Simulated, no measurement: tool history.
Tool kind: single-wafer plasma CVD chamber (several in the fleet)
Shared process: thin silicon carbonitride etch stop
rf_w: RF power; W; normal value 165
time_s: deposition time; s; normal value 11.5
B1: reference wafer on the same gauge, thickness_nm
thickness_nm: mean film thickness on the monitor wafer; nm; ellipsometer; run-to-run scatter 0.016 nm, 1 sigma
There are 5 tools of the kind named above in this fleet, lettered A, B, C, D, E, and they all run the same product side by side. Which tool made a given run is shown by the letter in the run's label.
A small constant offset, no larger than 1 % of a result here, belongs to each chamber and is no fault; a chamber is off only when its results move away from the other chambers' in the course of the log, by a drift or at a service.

run 1C day=0.450 | rf_w=165 time_s=11.5 | B1=7.1284 | thickness_nm=6.1536
run 2A day=0.762 | rf_w=165 time_s=11.5 | B1=7.1299 | thickness_nm=6.1716
run 3B day=1.233 | rf_w=165 time_s=11.5 | B1=7.1348 | thickness_nm=6.1611
run 4D day=1.592 | rf_w=165 time_s=11.5 | B1=7.1306 | thickness_nm=6.2404
run 5E day=2.008 | rf_w=165 time_s=11.5 | B1=7.1330 | thickness_nm=6.2583
run 6E day=2.292 | rf_w=165 time_s=11.5 | B1=7.1243 | thickness_nm=6.2348
run 7A day=2.683 | rf_w=165 time_s=11.5 | B1=7.1327 | thickness_nm=6.1549
run 8C day=3.092 | rf_w=165 time_s=11.5 | B1=7.1306 | thickness_nm=6.1412
-- day=3.425 chamber C: thermocouple changed; heater temperature recalibrated
run 9B day=3.558 | rf_w=165 time_s=11.5 | B1=7.1287 | thickness_nm=6.1602
run 10D day=3.833 | rf_w=165 time_s=11.5 | B1=7.1281 | thickness_nm=6.2322
run 11D day=4.233 | rf_w=195 time_s=12.6 | B1=7.1277 | thickness_nm=7.2038
run 12C day=4.542 | rf_w=195 time_s=12.6 | B1=7.1308 | thickness_nm=7.0692
run 13A day=4.829 | rf_w=195 time_s=12.6 | B1=7.1317 | thickness_nm=7.0542
-- day=4.950 chamber E: thermocouple changed; heater temperature recalibrated
run 14B day=5.062 | rf_w=195 time_s=12.6 | B1=7.1238 | thickness_nm=7.1134
run 15E day=5.454 | rf_w=195 time_s=12.6 | B1=7.1313 | thickness_nm=7.2265
run 16B day=5.783 | rf_w=150 time_s=11.5 | B1=7.1273 | thickness_nm=5.9852
run 17D day=6.038 | rf_w=150 time_s=11.5 | B1=7.1257 | thickness_nm=6.0417
run 18C day=6.338 | rf_w=150 time_s=11.5 | B1=7.1329 | thickness_nm=5.9904
run 19E day=6.754 | rf_w=150 time_s=11.5 | B1=7.1296 | thickness_nm=6.0682
run 20A day=7.058 | rf_w=150 time_s=11.5 | B1=7.1336 | thickness_nm=5.9258
run 21E day=7.454 | rf_w=135 time_s=11.5 | B1=7.1316 | thickness_nm=5.8967
run 22B day=7.688 | rf_w=135 time_s=11.5 | B1=7.1297 | thickness_nm=5.7873
run 23D day=8.012 | rf_w=135 time_s=11.5 | B1=7.1347 | thickness_nm=5.8866
run 24C day=8.492 | rf_w=135 time_s=11.5 | B1=7.1308 | thickness_nm=5.8258
run 25A day=8.812 | rf_w=135 time_s=11.5 | B1=7.1310 | thickness_nm=5.7378
run 26D day=9.254 | rf_w=180 time_s=9.6 | B1=7.1300 | thickness_nm=5.3443
run 27A day=9.562 | rf_w=180 time_s=9.6 | B1=7.1279 | thickness_nm=5.2080
run 28E day=9.929 | rf_w=180 time_s=9.6 | B1=7.1337 | thickness_nm=5.3442
run 29B day=10.221 | rf_w=180 time_s=9.6 | B1=7.1357 | thickness_nm=5.2662
-- day=10.379 chamber B: RF generator calibrated
run 30C day=10.588 | rf_w=180 time_s=9.6 | B1=7.1281 | thickness_nm=5.3006
run 31B day=10.996 | rf_w=165 time_s=12.9 | B1=7.1257 | thickness_nm=6.9115
run 32D day=11.246 | rf_w=165 time_s=12.9 | B1=7.1313 | thickness_nm=6.9928
run 33A day=11.479 | rf_w=165 time_s=12.9 | B1=7.1267 | thickness_nm=6.7940

Read the log: is a single chamber off, either drifting away or since a service, is the gauge that measures every chamber drifting, or is nothing wrong beyond small per-chamber offsets? Name any odd chamber and what most likely caused it.

One chamber, A, drifts off from the rest bit by bit.
Likeliest cause: delivered RF power below the setpoint (%) = 6.14.

Which of the 4 candidates below, each the usual settings with something changed and its results left as question marks, puts chamber A back in line with what the other chambers give on the usual settings?
Allowed miss from the other chambers' usual-settings mean, per result, to count as in line: thickness_nm 0.0570 nm
run 34A-1 day=11.838 | rf_w=165 time_s=11.8 | thickness_nm=?
run 34A-2 day=11.838 | rf_w=165 time_s=11.2 | thickness_nm=?
run 34A-3 day=11.838 | rf_w=165 time_s=11.0 | thickness_nm=?
run 34A-4 day=11.838 | rf_w=195 time_s=11.5 | thickness_nm=?

Average result of the remaining chambers running the usual settings: thickness_nm 6.1991 nm
run=34A-1 thickness_nm=6.2135
run=34A-2 thickness_nm=5.8976
run=34A-3 thickness_nm=5.7922
run=34A-4 thickness_nm=6.3619
The answer is 34A-1, which returns the chamber to within the allowed miss of the others.
